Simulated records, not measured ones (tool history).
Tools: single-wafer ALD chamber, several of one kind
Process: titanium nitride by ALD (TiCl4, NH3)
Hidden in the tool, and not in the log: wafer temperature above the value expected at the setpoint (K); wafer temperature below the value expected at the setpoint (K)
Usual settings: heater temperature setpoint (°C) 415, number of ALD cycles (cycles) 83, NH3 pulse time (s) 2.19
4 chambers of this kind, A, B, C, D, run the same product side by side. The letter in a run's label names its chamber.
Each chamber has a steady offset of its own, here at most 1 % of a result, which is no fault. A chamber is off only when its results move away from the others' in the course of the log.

run	hour	heater temperature setpoint (°C)	number of ALD cycles (cycles)	NH3 pulse time (s)	hours since the last thermocouple change	read-back reference wafer on the same gauge, thickness_nm	mean film thickness on the monitor wafer (angstrom)
1A	12.1	415	83	2.19	231.4	2.1804	18.412
2C	25.8	415	83	2.19	1951.2	2.1801	18.344
3B	37.6	415	83	2.19	390.6	2.1819	18.429
4D	45.5	415	83	2.19	305.2	2.1824	18.323
5B	53.7	415	83	2.19	406.7	2.1827	18.452
6D	60.3	415	83	2.19	320.0	2.1836	18.318
7C	67.3	415	83	2.19	1992.7	2.1823	18.305
8A	79.7	415	83	2.19	299.0	2.1839	18.470
9B	87.4	415	83	2.19	440.4	2.1833	18.551
10A	98.5	415	83	2.19	317.8	2.1853	18.470
11C	104.7	415	97	1.93	2030.1	2.1855	21.356
# hour 115.3: chamber C: thermocouple changed; heater temperature recalibrated
12D	117.3	415	97	1.93	377.0	2.1864	21.422
13A	123.7	415	97	1.93	343.0	2.1857	21.459
14C	132.4	415	97	1.93	17.1	2.1858	21.428
15D	141.0	415	83	2.19	400.7	2.1866	18.383
16B	150.5	415	83	2.19	503.5	2.1884	18.482
17C	158.6	415	83	2.19	43.3	2.1879	18.409
18A	168.0	420	83	2.98	387.3	2.1877	18.539
19B	174.6	420	83	2.98	527.6	2.1889	18.681
20D	186.6	420	83	2.98	446.3	2.1889	18.664
21A	193.0	420	83	2.98	412.3	2.1904	18.634
22C	202.5	415	83	2.19	87.2	2.1904	18.387
23D	214.2	408	91	2.19	473.9	2.1906	20.149
24B	221.3	408	91	2.19	574.3	2.1905	20.314
25D	228.6	408	91	2.19	488.3	2.1903	20.239
26A	240.4	408	91	2.19	459.7	2.1916	20.232
27B	248.0	415	83	2.19	601.0	2.1919	18.520
28C	261.6	415	83	2.19	146.3	2.1925	18.425
29B	275.3	427	83	3.03	628.3	2.1933	18.697
30A	284.9	427	83	3.03	504.2	2.1934	18.695
31C	298.5	427	83	3.03	183.2	2.1934	18.626
32D	306.5	427	83	3.03	566.2	2.1946	18.664

All 4 chambers run these settings next. Forecast each chamber's results:
33A	316.5	415	94	2.19			?
33B	316.5	415	94	2.19			?
33C	316.5	415	94	2.19			?
33D	316.5	415	94	2.19			?

run	mean film thickness on the monitor wafer (angstrom)
33A	20.970
33B	20.937
33C	20.852
33D	20.886

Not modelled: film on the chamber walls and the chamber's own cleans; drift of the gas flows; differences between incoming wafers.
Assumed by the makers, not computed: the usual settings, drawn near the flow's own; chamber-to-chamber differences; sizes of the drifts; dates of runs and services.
